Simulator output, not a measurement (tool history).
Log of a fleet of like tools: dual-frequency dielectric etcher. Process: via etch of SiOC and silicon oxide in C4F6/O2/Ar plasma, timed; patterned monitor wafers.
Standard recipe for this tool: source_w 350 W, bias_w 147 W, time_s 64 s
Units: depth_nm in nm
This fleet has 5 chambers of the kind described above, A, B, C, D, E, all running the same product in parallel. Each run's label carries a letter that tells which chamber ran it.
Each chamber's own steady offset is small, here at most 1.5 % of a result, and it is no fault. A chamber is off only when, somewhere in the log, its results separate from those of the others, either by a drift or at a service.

run	day	source_w	bias_w	time_s	read-back reference wafer on the same gauge, depth_nm	depth_nm
1C	0.362	350	147	64	71.214	64.885
2A	0.625	350	147	64	71.163	64.225
3D	1.075	350	147	64	71.200	64.567
4E	1.483	350	147	64	71.150	65.201
5B	1.779	350	147	64	71.188	64.630
6E	2.100	350	147	64	71.194	65.521
7C	2.379	350	147	64	71.165	64.251
8D	2.792	350	147	64	71.109	64.188
9A	3.142	350	147	64	71.220	63.751
10B	3.608	350	147	64	71.177	64.679
11C	3.929	350	147	64	71.212	64.403
12B	4.254	350	147	64	71.191	64.420
13A	4.504	350	147	64	71.227	63.991
14D	4.912	310	132	64	71.164	59.442
15E	5.267	310	132	64	71.185	59.999
16A	5.654	310	132	64	71.190	59.243
17D	5.983	310	132	64	71.134	59.252
18E	6.288	310	132	64	71.193	60.118
19B	6.725	350	147	64	71.178	64.781
20C	6.954	350	147	64	71.217	64.443
21D	7.325	350	147	64	71.179	64.409
22E	7.621	350	147	64	71.202	64.885
# day 7.625: chamber C: wet clean of the chamber
23B	7.858	350	147	64	71.252	64.693
24C	8.283	350	147	64	71.223	64.473
25A	8.733	350	147	64	71.207	63.806
26B	9.062	350	147	64	71.230	64.515
27D	9.288	350	147	64	71.249	64.496
28C	9.638	350	147	64	71.166	64.483
29A	9.958	350	147	64	71.217	64.064
30E	10.304	350	147	64	71.224	65.299
31E	10.708	350	147	64	71.216	65.112
32C	11.067	350	147	64	71.193	64.144
# day 11.171: chamber D: wet clean of the chamber
33B	11.417	350	147	64	71.262	64.284
34A	11.688	350	147	64	71.187	64.055
35D	12.029	350	147	64	71.197	64.556

All 5 chambers run these settings next. Forecast each chamber's results:
36A	12.379	350	121	64		?
36B	12.379	350	121	64		?
36C	12.379	350	121	64		?
36D	12.379	350	121	64		?
36E	12.379	350	121	64		?

run	depth_nm
36A	60.431
36B	60.931
36C	60.630
36D	60.739
36E	61.221
